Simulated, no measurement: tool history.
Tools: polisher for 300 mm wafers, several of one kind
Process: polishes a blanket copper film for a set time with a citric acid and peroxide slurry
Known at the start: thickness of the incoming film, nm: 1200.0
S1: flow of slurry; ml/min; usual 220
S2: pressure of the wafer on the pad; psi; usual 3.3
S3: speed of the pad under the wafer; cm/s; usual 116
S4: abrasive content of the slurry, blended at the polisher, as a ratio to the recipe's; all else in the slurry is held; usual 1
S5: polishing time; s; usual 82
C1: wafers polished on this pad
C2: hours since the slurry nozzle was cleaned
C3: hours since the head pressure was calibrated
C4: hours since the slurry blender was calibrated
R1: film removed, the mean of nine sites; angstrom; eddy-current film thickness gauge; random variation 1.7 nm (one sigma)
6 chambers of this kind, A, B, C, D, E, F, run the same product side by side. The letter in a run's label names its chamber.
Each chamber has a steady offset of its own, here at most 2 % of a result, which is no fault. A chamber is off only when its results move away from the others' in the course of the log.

run,hour,S1,S2,S3,S4,S5,C1,C2,C3,C4,R1
# hour 2.9: chamber C: worn pad replaced by a new one
1D,7.5,220,3.3,116,1,82,483,75.9,338.4,28.5,1939
2B,18.3,220,3.3,116,1,82,1128,599.3,781.8,42.3,1909.9
# hour 21.5: chamber F: slurry nozzle cleaned
3E,23.9,220,3.3,116,1,82,496,208.3,102.5,90.6,1939.3
# hour 25: chamber D: worn pad replaced by a new one
4F,34.7,220,3.3,116,1,82,603,13.3,622.9,239.8,1932.2
# hour 37.4: chamber B: worn pad replaced by a new one
5A,42.9,220,3.3,116,1,82,1056,125.1,113.6,112,1916.6
# hour 48.1: chamber A: worn pad replaced by a new one
6C,51.4,220,3.3,116,1,82,465,309.6,897.8,333.2,1890.5
# hour 55.2: chamber C: worn pad replaced by a new one
7D,59.1,220,3.3,116,1,82,327,127.5,390,80.1,1936.4
# hour 64.6: chamber A: slurry blender recalibrated
8E,65.6,220,3.3,116,1,82,896,250,144.2,132.3,1906.9
# hour 68.6: chamber D: head pressure recalibrated
# hour 69.1: chamber B: slurry nozzle cleaned
# hour 71.7: chamber F: worn pad replaced by a new one
9B,76.2,220,3.3,116,1,82,372,7.2,839.7,100.2,1959.1
10F,82.4,220,3.3,116,1,82,102,61,670.6,287.5,1938.6
# hour 82.9: chamber E: worn pad replaced by a new one
# hour 86.4: chamber C: slurry blender recalibrated
11C,88.1,220,3.3,116,1,82,315,346.3,934.5,1.8,1905
# hour 94: chamber D: worn pad replaced by a new one
12A,97.2,220,3.3,116,1,82,471,179.4,167.9,32.6,1949.1
# hour 103.7: chamber F: head pressure recalibrated
13A,105.6,220,3.3,116,1,101,551,187.8,176.3,41,2359.3
14E,110.5,220,3.3,116,1,101,264,294.9,189.1,177.2,2374.3
# hour 111.5: chamber C: worn pad replaced by a new one
15B,117.1,220,3.3,116,1,101,764,48.1,880.6,141.1,2395.7
16F,122.5,220,3.3,116,1,101,487,101.1,18.8,327.6,2347.8
17D,132,220,3.3,116,1,101,364,200.4,63.5,153,2378.9
18C,139.2,220,3.3,116,1,101,265,397.4,985.6,52.9,2360.3
19E,147.5,220,3.3,116,1,82,619,331.9,226.1,214.2,1933.5
20F,154.9,220,3.3,116,1,82,797,133.5,51.2,360,1913.4
# hour 161.8: chamber F: worn pad replaced by a new one
21C,161.8,220,3.3,116,1,82,482,420,1008.2,75.5,1883.8
22A,168.4,220,3.3,116,1,82,1153,250.6,239.1,103.8,1912.5
# hour 169.8: chamber C: worn pad replaced by a new one
# hour 176.7: chamber D: worn pad replaced by a new one
23D,177.2,220,3.3,116,1,82,5,245.6,108.7,198.2,1928.1
# hour 177.9: chamber B: worn pad replaced by a new one
24B,185.3,220,3.3,116,1,82,71,116.3,948.8,209.3,1904.9
# hour 186: chamber E: worn pad replaced by a new one
# hour 186.2: chamber C: head pressure recalibrated
# hour 188.5: chamber E: head pressure recalibrated
# hour 191.3: chamber A: worn pad replaced by a new one
25B,195,220,3.3,116,1,82,164,126,958.5,219,1914
26E,204.3,220,3.3,116,1,82,175,388.7,15.8,271,1954.8
27C,212.6,220,4.3,116,1,101,411,470.8,26.4,126.3,3346.9
# hour 217.8: chamber F: slurry blender recalibrated
28D,220.9,220,4.3,116,1,101,424,289.3,152.4,241.9,3106.1
# hour 223.1: chamber A: slurry blender recalibrated
29A,231.3,220,4.3,116,1,101,384,313.5,302,8.2,3069.3
# hour 232.5: chamber C: worn pad replaced by a new one
# hour 240.9: chamber D: worn pad replaced by a new one
30F,241.3,220,4.3,116,1,101,762,219.9,137.6,23.6,3055
# hour 243.9: chamber B: slurry blender recalibrated
31B,251.1,220,4.3,116,1,101,702,182.1,1014.6,7.3,3103.7
# hour 260.1: chamber F: worn pad replaced by a new one
32F,260.6,220,4.3,116,1,101,4,239.2,156.9,42.9,3049.8
33A,269.1,220,3.8,116,1,102,746,351.3,339.8,46,2775.3
# hour 274.3: chamber E: slurry blender recalibrated
34E,276.2,220,3.8,116,1,102,865,460.6,87.7,2,2758.8
35D,286.6,220,3.8,116,1,102,438,355,218.1,307.6,2732.7
36C,294.7,220,3.8,116,1,102,596,552.9,108.5,208.4,2991.1

All 6 chambers run these settings next. Forecast each chamber's results:
37A,302.6,220,3.3,116,1,82,,,,,?
37B,302.6,220,3.3,116,1,82,,,,,?
37C,302.6,220,3.3,116,1,82,,,,,?
37D,302.6,220,3.3,116,1,82,,,,,?
37E,302.6,220,3.3,116,1,82,,,,,?
37F,302.6,220,3.3,116,1,82,,,,,?

run,R1
37A,1942.8
37B,1929.4
37C,2059.5
37D,1916.5
37E,1921.8
37F,1913.6

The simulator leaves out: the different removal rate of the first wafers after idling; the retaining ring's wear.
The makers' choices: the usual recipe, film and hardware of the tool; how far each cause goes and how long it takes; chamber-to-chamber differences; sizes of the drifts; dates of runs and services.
